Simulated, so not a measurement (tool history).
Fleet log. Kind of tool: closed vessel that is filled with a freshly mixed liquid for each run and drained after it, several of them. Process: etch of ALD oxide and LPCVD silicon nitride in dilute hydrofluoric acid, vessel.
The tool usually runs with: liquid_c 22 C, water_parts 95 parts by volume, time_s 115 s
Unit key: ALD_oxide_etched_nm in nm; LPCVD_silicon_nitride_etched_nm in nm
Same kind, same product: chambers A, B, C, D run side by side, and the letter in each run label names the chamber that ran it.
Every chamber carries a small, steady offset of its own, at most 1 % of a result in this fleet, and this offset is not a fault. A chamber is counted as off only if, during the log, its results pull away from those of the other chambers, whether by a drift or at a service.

| run | day | liquid_c | water_parts | time_s | read-back film thickness of the ALD oxide reference wafer, read on the same gauge (nm) | read-back film thickness of the LPCVD silicon nitride reference wafer, read on the same gauge (nm) | ALD_oxide_etched_nm | LPCVD_silicon_nitride_etched_nm |
|---|---|---|---|---|---|---|---|---|
| 1B | 0.233 | 22 | 95 | 115 | 90.024 | 79.992 | 22.401 | 0.60007 |
| 2D | 0.479 | 22 | 95 | 115 | 89.997 | 80 | 21.933 | 0.58035 |
| 3A | 0.712 | 22 | 95 | 115 | 90.002 | 79.986 | 21.985 | 0.54902 |
| 4C | 1.071 | 22 | 95 | 115 | 90.016 | 80.006 | 21.812 | 0.5859 |
| 5D | 1.454 | 22 | 95 | 115 | 89.997 | 80.01 | 21.895 | 0.54215 |
| 6B | 1.683 | 22 | 95 | 115 | 89.99 | 80.022 | 22.2 | 0.53256 |
| 7C | 1.967 | 22 | 95 | 115 | 89.995 | 80.003 | 22.142 | 0.57447 |
| 8A | 2.288 | 22 | 95 | 115 | 89.998 | 80.011 | 22.055 | 0.54245 |
| 9B | 2.604 | 22 | 95 | 115 | 89.999 | 79.98 | 22.144 | 0.58453 |
| 10D | 2.775 | 20 | 95 | 160 | 89.998 | 80.003 | 27.79 | 0.58955 |
| 11C | 3.158 | 20 | 95 | 160 | 89.995 | 79.991 | 28.509 | 0.70303 |
| 12A | 3.512 | 20 | 95 | 160 | 90.007 | 80.001 | 28.427 | 0.64874 |
| 13D | 3.812 | 20 | 95 | 160 | 90.008 | 79.992 | 28.204 | 0.65554 |
|  | 3.892 | chamber D: thermometer replaced |
| 14B | 4.142 | 22 | 95 | 115 | 90.027 | 80.004 | 22.201 | 0.52425 |
| 15C | 4.462 | 22 | 50 | 145 | 90.024 | 80.026 | 56.221 | 1.341 |
| 16A | 4.708 | 22 | 50 | 145 | 90 | 79.996 | 55.021 | 1.4312 |
| 17D | 4.892 | 22 | 50 | 145 | 90.01 | 80.002 | 54.906 | 1.2541 |
| 18B | 5.271 | 22 | 50 | 145 | 90.025 | 79.995 | 55.466 | 1.3091 |
| 19C | 5.629 | 22 | 95 | 115 | 90.031 | 80.006 | 21.942 | 0.55685 |
| 20A | 5.862 | 22 | 95 | 115 | 89.993 | 79.995 | 21.947 | 0.53478 |
| 21D | 6.233 | 22 | 95 | 115 | 90.022 | 80.022 | 22.374 | 0.50855 |
| 22A | 6.492 | 22 | 95 | 115 | 89.998 | 79.992 | 21.944 | 0.54714 |
| 23B | 6.767 | 20.5 | 95 | 115 | 90.008 | 80.006 | 20.819 | 0.53462 |
| 24C | 7.079 | 20.5 | 95 | 115 | 89.978 | 79.989 | 20.784 | 0.54106 |
| 25C | 7.404 | 20.5 | 95 | 115 | 89.976 | 80.014 | 20.791 | 0.48118 |
| 26D | 7.692 | 20.5 | 95 | 115 | 90.003 | 80.01 | 21.242 | 0.55896 |
| 27A | 7.912 | 22 | 95 | 115 | 89.976 | 80.009 | 21.996 | 0.5268 |
| 28B | 8.092 | 22 | 95 | 50 | 89.99 | 79.979 | 9.6815 | 0.24706 |
| 29C | 8.433 | 22 | 95 | 50 | 89.988 | 79.992 | 9.5807 | 0.2305 |
| 30A | 8.812 | 22 | 95 | 50 | 90.019 | 79.994 | 9.4865 | 0.22157 |
| 31B | 9.079 | 22 | 95 | 50 | 89.978 | 79.998 | 9.5624 | 0.24045 |
| 32D | 9.296 | 22 | 95 | 115 | 90.007 | 79.99 | 22.972 | 0.54951 |
|  | 9.346 | chamber B: thermometer replaced |
|  | 9.4 | chamber B: hydrofluoric acid flow meter replaced |
| 33C | 9.671 | 22 | 95 | 115 | 90.012 | 79.995 | 21.938 | 0.4798 |
| 34D | 9.946 | 22 | 95 | 115 | 89.98 | 79.977 | 23.414 | 0.57296 |
| 35A | 10.183 | 22 | 95 | 115 | 89.983 | 80 | 22.154 | 0.60629 |
| 36B | 10.529 | 22 | 95 | 115 | 90.011 | 80.017 | 21.795 | 0.59879 |
| 37A | 10.796 | 22 | 95 | 115 | 89.998 | 80.003 | 21.938 | 0.56026 |
| 38B | 10.975 | 22 | 95 | 145 | 90.02 | 80 | 27.748 | 0.67003 |
| 39D | 11.258 | 22 | 95 | 145 | 90.007 | 80.002 | 29.533 | 0.67793 |
| 40C | 11.496 | 22 | 95 | 145 | 89.959 | 80.003 | 27.773 | 0.82077 |
| 41A | 11.888 | 22 | 95 | 145 | 90.014 | 79.999 | 27.549 | 0.70474 |
| 42C | 12.225 | 22 | 95 | 115 | 89.996 | 80.012 | 21.685 | 0.5497 |
| 43D | 12.558 | 22 | 95 | 115 | 89.999 | 80.003 | 23.761 | 0.63544 |
| 44B | 12.912 | 22 | 95 | 115 | 90.009 | 80.003 | 21.974 | 0.51992 |

What goes on in this fleet: one chamber off, a drifting gauge, or nothing beyond the chambers' own small offsets? Name the chamber and the cause, if any.

One chamber, D, drifts off from the rest bit by bit.
What lies behind it: hydrofluoric acid flow above the setpoint (%) = 7.85.

Which of the 4 candidates below, each the usual settings with something changed and its results left as question marks, puts chamber D back in line with what the other chambers give on the usual settings?
Allowed miss from the other chambers' usual-settings mean, per result, to count as in line: ALD_oxide_etched_nm 0.54 nm; LPCVD_silicon_nitride_etched_nm 0.14 nm
| 45D-1 | 13.192 | 22 | 95 | 110 |  |  | ? | ? |
| 45D-2 | 13.192 | 21.5 | 90 | 120 |  |  | ? | ? |
| 45D-3 | 13.192 | 22 | 95 | 120 |  |  | ? | ? |
| 45D-4 | 13.192 | 22.5 | 100 | 110 |  |  | ? | ? |

On the usual settings, the other chambers give on average: ALD_oxide_etched_nm 22.027 nm; LPCVD_silicon_nitride_etched_nm 0.54181 nm
| run | ALD_oxide_etched_nm | LPCVD_silicon_nitride_etched_nm |
|---|---|---|
| 45D-1 | 22.797 | 0.55025 |
| 45D-2 | 25.84 | 0.61145 |
| 45D-3 | 24.869 | 0.60027 |
| 45D-4 | 21.996 | 0.54147 |
45D-4 is the one that brings the chamber's results back in line with the other chambers.

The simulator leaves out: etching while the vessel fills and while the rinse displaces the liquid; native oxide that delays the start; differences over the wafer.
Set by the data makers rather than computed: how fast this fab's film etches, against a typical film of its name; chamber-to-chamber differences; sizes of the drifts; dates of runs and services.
